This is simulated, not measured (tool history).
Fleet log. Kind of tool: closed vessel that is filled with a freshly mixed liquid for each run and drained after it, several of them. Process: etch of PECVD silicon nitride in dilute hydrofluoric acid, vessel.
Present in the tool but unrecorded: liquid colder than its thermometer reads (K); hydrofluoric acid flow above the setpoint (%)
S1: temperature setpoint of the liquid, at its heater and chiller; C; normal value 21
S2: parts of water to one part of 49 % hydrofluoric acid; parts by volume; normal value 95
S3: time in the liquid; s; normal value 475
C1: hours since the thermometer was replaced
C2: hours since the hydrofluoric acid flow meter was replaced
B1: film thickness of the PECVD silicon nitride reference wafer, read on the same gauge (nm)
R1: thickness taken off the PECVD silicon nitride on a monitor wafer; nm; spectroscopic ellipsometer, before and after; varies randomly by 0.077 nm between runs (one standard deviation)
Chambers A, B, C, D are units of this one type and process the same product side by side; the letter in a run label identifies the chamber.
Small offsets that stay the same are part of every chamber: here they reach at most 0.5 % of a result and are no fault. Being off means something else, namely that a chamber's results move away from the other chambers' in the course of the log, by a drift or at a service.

Run 1B, hour 6.9: usual settings; C1 948.1; C2 267; B1 70.015. Result: R1 20.933 nm.
Run 2A, hour 12.7: usual settings; C1 1957.4; C2 1192.7; B1 69.973. Result: R1 21.097 nm.
Run 3D, hour 20.1: usual settings; C1 775.2; C2 900.9; B1 69.978. Result: R1 21.053 nm.
Run 4C, hour 25.3: usual settings; C1 1698.9; C2 363.8; B1 70.002. Result: R1 20.933 nm.
Run 5A, hour 31.4: usual settings; C1 1976.1; C2 1211.4; B1 70.014. Result: R1 20.838 nm.
Run 6C, hour 38.2: usual settings; C1 1711.8; C2 376.7; B1 69.996. Result: R1 21.064 nm.
Run 7B, hour 42.9: usual settings; C1 984.1; C2 303; B1 70. Result: R1 20.79 nm.
Run 8D, hour 51.7: usual settings; C1 806.8; C2 932.5; B1 69.944. Result: R1 21.225 nm.
Run 9D, hour 56.7: usual settings; C1 811.8; C2 937.5; B1 70.003. Result: R1 21.233 nm.
Run 10C, hour 64.7: usual settings; C1 1738.3; C2 403.2; B1 70.034. Result: R1 21.051 nm.
Run 11A, hour 71.1: usual settings; C1 2015.8; C2 1251.1; B1 69.976. Result: R1 20.996 nm.
Run 12B, hour 75.8: usual settings; C1 1017; C2 335.9; B1 69.995. Result: R1 20.83 nm.
Run 13B, hour 80.1: usual settings; C1 1021.3; C2 340.2; B1 69.98. Result: R1 20.947 nm.
Run 14C, hour 87.4: usual settings; C1 1761; C2 425.9; B1 70.003. Result: R1 20.988 nm.
Run 15A, hour 96.9: usual settings; C1 2041.6; C2 1276.9; B1 70.007. Result: R1 21.141 nm.
Run 16D, hour 105.5: usual settings but S2 45 parts by volume, S3 370 s; C1 860.6; C2 986.3; B1 70.029. Result: R1 34.55 nm.
Run 17D, hour 112: usual settings but S2 45 parts by volume, S3 370 s; C1 867.1; C2 992.8; B1 70.002. Result: R1 34.688 nm.
Run 18C, hour 119.6: usual settings but S2 45 parts by volume, S3 370 s; C1 1793.2; C2 458.1; B1 70.015. Result: R1 33.933 nm.
Run 19B, hour 126: usual settings but S2 45 parts by volume, S3 370 s; C1 1067.2; C2 386.1; B1 70.006. Result: R1 33.434 nm.
Run 20A, hour 131.8: usual settings but S2 125 parts by volume; C1 2076.5; C2 1311.8; B1 69.996. Result: R1 16.188 nm.
Run 21A, hour 140.3: usual settings but S2 125 parts by volume; C1 2085; C2 1320.3; B1 70.023. Result: R1 16.223 nm.
Run 22C, hour 146.5: usual settings but S2 125 parts by volume; C1 1820.1; C2 485; B1 69.992. Result: R1 16.136 nm.
Run 23D, hour 155.7: usual settings but S2 125 parts by volume; C1 910.8; C2 1036.5; B1 70.036. Result: R1 16.025 nm.
Run 24B, hour 160.3: usual settings; C1 1101.5; C2 420.4; B1 69.985. Result: R1 20.835 nm.
Run 25D, hour 168.6: usual settings; C1 923.7; C2 1049.4; B1 70.02. Result: R1 21.13 nm.
Run 26A, hour 172.7: usual settings but S2 135 parts by volume; C1 2117.4; C2 1352.7; B1 70.006. Result: R1 15.16 nm.

Predict what each chamber gives when all 4 of them run the settings below next.
Run 27A, hour 179.6: usual settings but S1 23.5 C. Result: R1 ?.
Run 27B, hour 179.6: usual settings but S1 23.5 C. Result: R1 ?.
Run 27C, hour 179.6: usual settings but S1 23.5 C. Result: R1 ?.
Run 27D, hour 179.6: usual settings but S1 23.5 C. Result: R1 ?.

run      R1
27A  25.322
27B  24.671
27C  24.701
27D  25.003
